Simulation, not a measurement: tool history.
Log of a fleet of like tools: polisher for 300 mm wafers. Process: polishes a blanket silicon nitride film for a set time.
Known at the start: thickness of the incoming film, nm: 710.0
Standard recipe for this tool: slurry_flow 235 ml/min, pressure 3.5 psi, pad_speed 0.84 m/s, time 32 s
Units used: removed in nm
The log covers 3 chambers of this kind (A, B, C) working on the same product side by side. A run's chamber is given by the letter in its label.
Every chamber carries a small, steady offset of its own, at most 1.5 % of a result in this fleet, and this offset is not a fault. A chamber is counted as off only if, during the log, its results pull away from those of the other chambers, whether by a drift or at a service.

run 1B hour=6.2 | slurry_flow=235 pressure=3.5 pad_speed=0.84 time=32 | removed=54.480
-- hour=10.2 chamber C: slurry nozzle cleaned
run 2A hour=11.2 | slurry_flow=235 pressure=3.5 pad_speed=0.84 time=32 | removed=53.002
run 3C hour=15.3 | slurry_flow=235 pressure=3.5 pad_speed=0.84 time=32 | removed=53.015
run 4B hour=20.9 | slurry_flow=235 pressure=3.5 pad_speed=0.84 time=32 | removed=54.762
run 5C hour=24.7 | slurry_flow=235 pressure=3.5 pad_speed=0.84 time=32 | removed=51.811
-- hour=27.4 chamber C: worn pad replaced by a new one
run 6A hour=28.1 | slurry_flow=235 pressure=3.5 pad_speed=0.84 time=32 | removed=52.902
run 7B hour=33.8 | slurry_flow=235 pressure=3.5 pad_speed=0.84 time=32 | removed=54.694
run 8A hour=38.2 | slurry_flow=235 pressure=3.5 pad_speed=0.84 time=32 | removed=52.605
run 9C hour=41.8 | slurry_flow=235 pressure=3.5 pad_speed=0.84 time=32 | removed=53.140
run 10C hour=46.0 | slurry_flow=235 pressure=4.7 pad_speed=0.84 time=32 | removed=70.586
-- hour=49.2 chamber B: worn pad replaced by a new one
run 11A hour=50.3 | slurry_flow=235 pressure=4.7 pad_speed=0.84 time=32 | removed=71.060
run 12B hour=55.4 | slurry_flow=235 pressure=4.7 pad_speed=0.84 time=32 | removed=73.642
-- hour=56.4 chamber A: worn pad replaced by a new one
run 13C hour=60.9 | slurry_flow=235 pressure=3.5 pad_speed=0.84 time=32 | removed=52.843
run 14B hour=68.2 | slurry_flow=235 pressure=3.5 pad_speed=0.84 time=32 | removed=55.135
run 15A hour=73.5 | slurry_flow=235 pressure=3.5 pad_speed=0.84 time=32 | removed=53.332
-- hour=77.3 chamber A: head pressure recalibrated
run 16A hour=78.1 | slurry_flow=235 pressure=3.5 pad_speed=0.60 time=32 | removed=43.557
run 17C hour=82.9 | slurry_flow=235 pressure=3.5 pad_speed=0.60 time=32 | removed=40.532
run 18B hour=86.6 | slurry_flow=235 pressure=3.5 pad_speed=0.60 time=32 | removed=40.956
run 19A hour=89.8 | slurry_flow=235 pressure=3.5 pad_speed=0.84 time=32 | removed=57.441
run 20C hour=93.9 | slurry_flow=235 pressure=3.5 pad_speed=0.84 time=32 | removed=53.321
run 21B hour=101.1 | slurry_flow=235 pressure=3.5 pad_speed=0.84 time=32 | removed=54.197
run 22C hour=107.4 | slurry_flow=235 pressure=3.5 pad_speed=0.84 time=32 | removed=53.248
-- hour=112.4 chamber A: slurry nozzle cleaned
run 23A hour=114.1 | slurry_flow=235 pressure=3.5 pad_speed=0.84 time=32 | removed=57.070
run 24B hour=118.1 | slurry_flow=235 pressure=3.5 pad_speed=0.84 time=32 | removed=54.332
run 25B hour=123.6 | slurry_flow=235 pressure=3.5 pad_speed=0.84 time=32 | removed=54.207
-- hour=127.6 chamber C: worn pad replaced by a new one
run 26A hour=129.6 | slurry_flow=235 pressure=3.1 pad_speed=0.84 time=32 | removed=51.939
run 27C hour=134.9 | slurry_flow=235 pressure=3.1 pad_speed=0.84 time=32 | removed=47.201
run 28C hour=139.5 | slurry_flow=235 pressure=3.1 pad_speed=0.84 time=32 | removed=46.753
run 29B hour=143.7 | slurry_flow=235 pressure=3.5 pad_speed=0.84 time=32 | removed=54.416
run 30A hour=150.7 | slurry_flow=275 pressure=3.5 pad_speed=0.84 time=42 | removed=77.732
-- hour=155.1 chamber A: worn pad replaced by a new one
run 31A hour=155.8 | slurry_flow=275 pressure=3.5 pad_speed=0.84 time=42 | removed=77.263

Which is it: a chamber that has drifted or been left off by a service, a gauge drift common to all chambers, or only each chamber's usual small offset? If a chamber is off, name it and its likeliest cause.

Chamber A has stood off from the others ever since a service on it.
What lies behind it: head's pressure above its setpoint, % = 7.5.

Chamber A could run next with any of the 4 candidate recipes listed below; each alters the usual settings, and their results appear as question marks. Which one brings its results back in line with what the other chambers deliver on the usual settings?
To be in line, a result may differ from the other chambers' mean on the usual settings by at most: removed 1.500 nm
run 32A-1 hour=161.1 | slurry_flow=235 pressure=3.5 pad_speed=0.86 time=32 | removed=?
run 32A-2 hour=161.1 | slurry_flow=235 pressure=3.4 pad_speed=0.82 time=31 | removed=?
run 32A-3 hour=161.1 | slurry_flow=235 pressure=3.5 pad_speed=0.82 time=32 | removed=?
run 32A-4 hour=161.1 | slurry_flow=235 pressure=3.5 pad_speed=0.88 time=33 | removed=?

Mean of the other chambers on the usual settings: removed 53.665 nm
run=32A-1 removed=58.702
run=32A-2 removed=53.171
run=32A-3 removed=56.475
run=32A-4 removed=61.677
It is 32A-2 that realigns the chamber with its peers.
